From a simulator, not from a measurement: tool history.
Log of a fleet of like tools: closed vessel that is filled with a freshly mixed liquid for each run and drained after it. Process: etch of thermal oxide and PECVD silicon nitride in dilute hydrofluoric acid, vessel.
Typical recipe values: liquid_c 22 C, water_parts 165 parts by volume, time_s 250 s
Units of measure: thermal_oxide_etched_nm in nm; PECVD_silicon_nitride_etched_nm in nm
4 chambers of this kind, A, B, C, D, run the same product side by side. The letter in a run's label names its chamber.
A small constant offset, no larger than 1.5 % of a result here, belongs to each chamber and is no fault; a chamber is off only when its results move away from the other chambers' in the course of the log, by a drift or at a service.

run,hour,liquid_c,water_parts,time_s,"read-back film thickness of the thermal oxide reference wafer, read on the same gauge (nm)","read-back film thickness of the PECVD silicon nitride reference wafer, read on the same gauge (nm)",thermal_oxide_etched_nm,PECVD_silicon_nitride_etched_nm
1A,2.7,22,165,250,70.023,59.997,6.1171,2.29770
2D,8.0,22,165,250,70.026,60.025,6.0464,2.32060
3B,11.1,22,165,250,70.004,60.002,6.0575,2.26030
4C,16.3,22,165,250,70.017,59.990,6.0453,2.26590
5D,21.9,22,165,250,69.995,59.974,6.0400,2.32320
6A,25.8,22,165,250,70.029,59.991,6.0939,2.29440
7B,29.3,22,165,250,70.053,59.997,6.0677,2.27690
8C,34.6,22,165,250,70.036,60.021,6.0483,2.28880
9A,38.0,22,165,250,70.012,60.009,6.1203,2.28950
10B,42.1,22,165,250,70.038,60.037,6.0872,2.26240
11D,44.8,22,165,295,69.987,60.032,7.0533,2.70900
12C,49.9,22,165,295,69.998,60.025,7.1076,2.75010
13C,52.9,22,165,295,69.989,59.970,7.1630,2.70910
14A,57.4,22,165,295,69.984,59.940,7.2345,2.68010
15B,62.2,22,165,250,69.988,59.950,6.0809,2.25480
16D,66.9,22,165,250,69.953,60.039,5.9698,2.24230
17D,72.3,22,165,250,69.955,60.008,5.9421,2.29930
18B,76.9,22,165,250,69.939,60.030,6.0442,2.26130
19A,82.6,22,165,250,69.984,60.031,6.1457,2.21970
20C,87.9,22,165,250,69.994,60.027,6.0221,2.30130
21A,90.5,22,165,250,70.003,59.995,6.1344,2.29790
22B,93.9,22,165,250,69.995,59.987,6.0381,2.22590
23D,97.0,22,245,160,69.965,60.056,2.3371,0.99719
24C,101.9,22,245,160,70.007,59.967,2.3781,0.99820
25D,104.3,22,245,160,70.042,60.003,2.3466,0.98426
26C,108.8,22,245,160,70.054,59.996,2.3773,0.99463
27A,113.3,22,165,250,69.941,60.026,6.1297,2.21900
28B,116.7,22,165,250,70.014,59.955,6.0386,2.30980
29A,121.3,22,165,250,69.965,60.021,6.1227,2.27520
30D,125.2,22,165,250,70.010,60.004,5.8878,2.22910
31B,128.9,22,165,250,70.011,60.011,6.0855,2.30040
32C,131.3,22,165,250,69.981,59.999,6.0166,2.27500
33A,134.2,22,165,250,70.022,59.985,6.1630,2.27080
34C,136.7,22,165,250,69.984,59.961,6.0251,2.26690
35B,141.3,22,165,250,69.967,59.995,6.0587,2.23700

All chambers now run identical settings, listed one chamber a line with results as question marks. What results will each chamber show?
36A,145.4,22,165,110,,,?,?
36B,145.4,22,165,110,,,?,?
36C,145.4,22,165,110,,,?,?
36D,145.4,22,165,110,,,?,?

run,thermal_oxide_etched_nm,PECVD_silicon_nitride_etched_nm
36A,2.6897,1.01570
36B,2.6873,1.01940
36C,2.6540,1.02380
36D,2.5529,0.99071

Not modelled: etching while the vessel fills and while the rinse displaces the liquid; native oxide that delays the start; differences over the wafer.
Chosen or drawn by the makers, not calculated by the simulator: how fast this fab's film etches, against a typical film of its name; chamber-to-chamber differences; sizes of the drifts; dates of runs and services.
